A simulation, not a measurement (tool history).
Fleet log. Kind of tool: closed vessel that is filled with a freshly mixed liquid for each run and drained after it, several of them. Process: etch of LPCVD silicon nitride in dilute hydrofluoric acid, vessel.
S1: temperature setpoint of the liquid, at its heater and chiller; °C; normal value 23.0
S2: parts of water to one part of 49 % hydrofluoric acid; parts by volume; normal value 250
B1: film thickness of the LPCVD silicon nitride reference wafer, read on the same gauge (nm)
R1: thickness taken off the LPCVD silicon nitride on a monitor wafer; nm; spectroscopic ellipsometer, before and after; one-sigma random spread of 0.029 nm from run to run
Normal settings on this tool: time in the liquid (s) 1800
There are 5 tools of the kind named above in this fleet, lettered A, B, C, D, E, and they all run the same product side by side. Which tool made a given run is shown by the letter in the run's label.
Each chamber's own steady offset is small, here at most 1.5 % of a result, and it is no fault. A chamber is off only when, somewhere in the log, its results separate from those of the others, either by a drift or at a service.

{"run": "1D", "hour": 9.1, "S1": 23.0, "S2": 250, "time in the liquid (s)": 1800, "B1": 50.0, "R1": 3.099}
{"run": "2E", "hour": 15.2, "S1": 23.0, "S2": 250, "time in the liquid (s)": 1800, "B1": 49.981, "R1": 3.0241}
{"run": "3A", "hour": 22.1, "S1": 23.0, "S2": 250, "time in the liquid (s)": 1800, "B1": 49.942, "R1": 3.074}
{"run": "4B", "hour": 26.2, "S1": 23.0, "S2": 250, "time in the liquid (s)": 1800, "B1": 49.994, "R1": 3.0946}
{"run": "5C", "hour": 32.8, "S1": 23.0, "S2": 250, "time in the liquid (s)": 1800, "B1": 49.991, "R1": 3.0203}
{"run": "6B", "hour": 42.1, "S1": 23.0, "S2": 250, "time in the liquid (s)": 1800, "B1": 49.994, "R1": 3.0391}
{"run": "7A", "hour": 51.2, "S1": 26.5, "S2": 250, "time in the liquid (s)": 1800, "B1": 49.968, "R1": 3.8291}
{"run": "8D", "hour": 57.2, "S1": 26.5, "S2": 250, "time in the liquid (s)": 1800, "B1": 50.05, "R1": 3.7667}
{"run": "9C", "hour": 64.9, "S1": 26.5, "S2": 250, "time in the liquid (s)": 1800, "B1": 49.973, "R1": 3.8412}
{"run": "10E", "hour": 71.3, "S1": 26.5, "S2": 250, "time in the liquid (s)": 1800, "B1": 49.984, "R1": 3.7789}
{"run": "11E", "hour": 80.6, "S1": 26.5, "S2": 250, "time in the liquid (s)": 1800, "B1": 50.011, "R1": 3.8028}
{"hour": 83.8, "done": "chamber E: hydrofluoric acid flow meter replaced"}
{"run": "12B", "hour": 86.6, "S1": 23.0, "S2": 250, "time in the liquid (s)": 1800, "B1": 49.976, "R1": 3.0112}
{"run": "13D", "hour": 94.2, "S1": 23.0, "S2": 250, "time in the liquid (s)": 1800, "B1": 50.027, "R1": 3.0329}
{"run": "14A", "hour": 103.2, "S1": 23.0, "S2": 250, "time in the liquid (s)": 1800, "B1": 49.969, "R1": 3.0987}
{"run": "15C", "hour": 108.6, "S1": 23.0, "S2": 250, "time in the liquid (s)": 1800, "B1": 49.967, "R1": 3.0953}
{"run": "16C", "hour": 115.3, "S1": 23.0, "S2": 250, "time in the liquid (s)": 1800, "B1": 50.008, "R1": 3.006}
{"hour": 116.3, "done": "chamber C: thermometer replaced"}
{"run": "17B", "hour": 124.7, "S1": 27.0, "S2": 250, "time in the liquid (s)": 2790, "B1": 50.026, "R1": 5.8344}
{"run": "18A", "hour": 130.7, "S1": 27.0, "S2": 250, "time in the liquid (s)": 2790, "B1": 49.999, "R1": 6.2013}
{"run": "19D", "hour": 137.7, "S1": 27.0, "S2": 250, "time in the liquid (s)": 2790, "B1": 50.018, "R1": 5.9256}
{"hour": 145.1, "done": "chamber D: hydrofluoric acid flow meter replaced"}
{"run": "20E", "hour": 147.2, "S1": 27.0, "S2": 250, "time in the liquid (s)": 2790, "B1": 49.956, "R1": 5.9458}
{"run": "21A", "hour": 152.3, "S1": 27.0, "S2": 250, "time in the liquid (s)": 2790, "B1": 50.001, "R1": 6.1881}
{"run": "22C", "hour": 156.6, "S1": 23.0, "S2": 250, "time in the liquid (s)": 1800, "B1": 49.999, "R1": 3.1066}
{"run": "23B", "hour": 160.9, "S1": 23.0, "S2": 250, "time in the liquid (s)": 1800, "B1": 50.001, "R1": 2.8583}
{"run": "24D", "hour": 169.4, "S1": 23.0, "S2": 250, "time in the liquid (s)": 1800, "B1": 49.99, "R1": 3.07}
{"run": "25E", "hour": 178.8, "S1": 23.0, "S2": 250, "time in the liquid (s)": 1800, "B1": 49.984, "R1": 3.032}
{"run": "26E", "hour": 183.7, "S1": 23.0, "S2": 250, "time in the liquid (s)": 1800, "B1": 49.98, "R1": 3.0408}
{"run": "27C", "hour": 193.1, "S1": 25.0, "S2": 250, "time in the liquid (s)": 1800, "B1": 49.99, "R1": 3.4196}
{"run": "28B", "hour": 202.0, "S1": 25.0, "S2": 250, "time in the liquid (s)": 1800, "B1": 49.986, "R1": 3.2271}
{"run": "29A", "hour": 211.5, "S1": 25.0, "S2": 250, "time in the liquid (s)": 1800, "B1": 49.995, "R1": 3.4822}
{"run": "30D", "hour": 219.4, "S1": 25.0, "S2": 250, "time in the liquid (s)": 1800, "B1": 50.0, "R1": 3.4657}
{"run": "31E", "hour": 227.4, "S1": 25.0, "S2": 250, "time in the liquid (s)": 1800, "B1": 50.009, "R1": 3.5024}
{"run": "32A", "hour": 235.1, "S1": 19.5, "S2": 250, "time in the liquid (s)": 1125, "B1": 50.013, "R1": 1.5115}
{"run": "33B", "hour": 241.8, "S1": 19.5, "S2": 250, "time in the liquid (s)": 1125, "B1": 49.982, "R1": 1.3875}
{"run": "34C", "hour": 247.1, "S1": 19.5, "S2": 250, "time in the liquid (s)": 1125, "B1": 50.011, "R1": 1.5219}
{"run": "35D", "hour": 252.9, "S1": 19.5, "S2": 250, "time in the liquid (s)": 1125, "B1": 50.005, "R1": 1.5093}
{"run": "36C", "hour": 260.8, "S1": 19.5, "S2": 250, "time in the liquid (s)": 1125, "B1": 49.981, "R1": 1.535}
{"run": "37E", "hour": 265.8, "S1": 23.0, "S2": 250, "time in the liquid (s)": 1800, "B1": 49.995, "R1": 3.0167}
{"run": "38D", "hour": 273.5, "S1": 23.0, "S2": 250, "time in the liquid (s)": 1800, "B1": 49.999, "R1": 3.0434}
{"run": "39B", "hour": 278.3, "S1": 23.0, "S2": 250, "time in the liquid (s)": 1800, "B1": 49.991, "R1": 2.7067}
{"run": "40A", "hour": 282.4, "S1": 23.0, "S2": 250, "time in the liquid (s)": 1800, "B1": 49.979, "R1": 3.0828}

Next, all 5 chambers run the settings below, one line each with question marks for the results. What does each chamber give?
{"run": "41A", "hour": 289.1, "S1": 23.0, "S2": 250, "time in the liquid (s)": 2770, "R1": "?"}
{"run": "41B", "hour": 289.1, "S1": 23.0, "S2": 250, "time in the liquid (s)": 2770, "R1": "?"}
{"run": "41C", "hour": 289.1, "S1": 23.0, "S2": 250, "time in the liquid (s)": 2770, "R1": "?"}
{"run": "41D", "hour": 289.1, "S1": 23.0, "S2": 250, "time in the liquid (s)": 2770, "R1": "?"}
{"run": "41E", "hour": 289.1, "S1": 23.0, "S2": 250, "time in the liquid (s)": 2770, "R1": "?"}

run=41A R1=4.7837
run=41B R1=4.1475
run=41C R1=4.6864
run=41D R1=4.6508
run=41E R1=4.6837
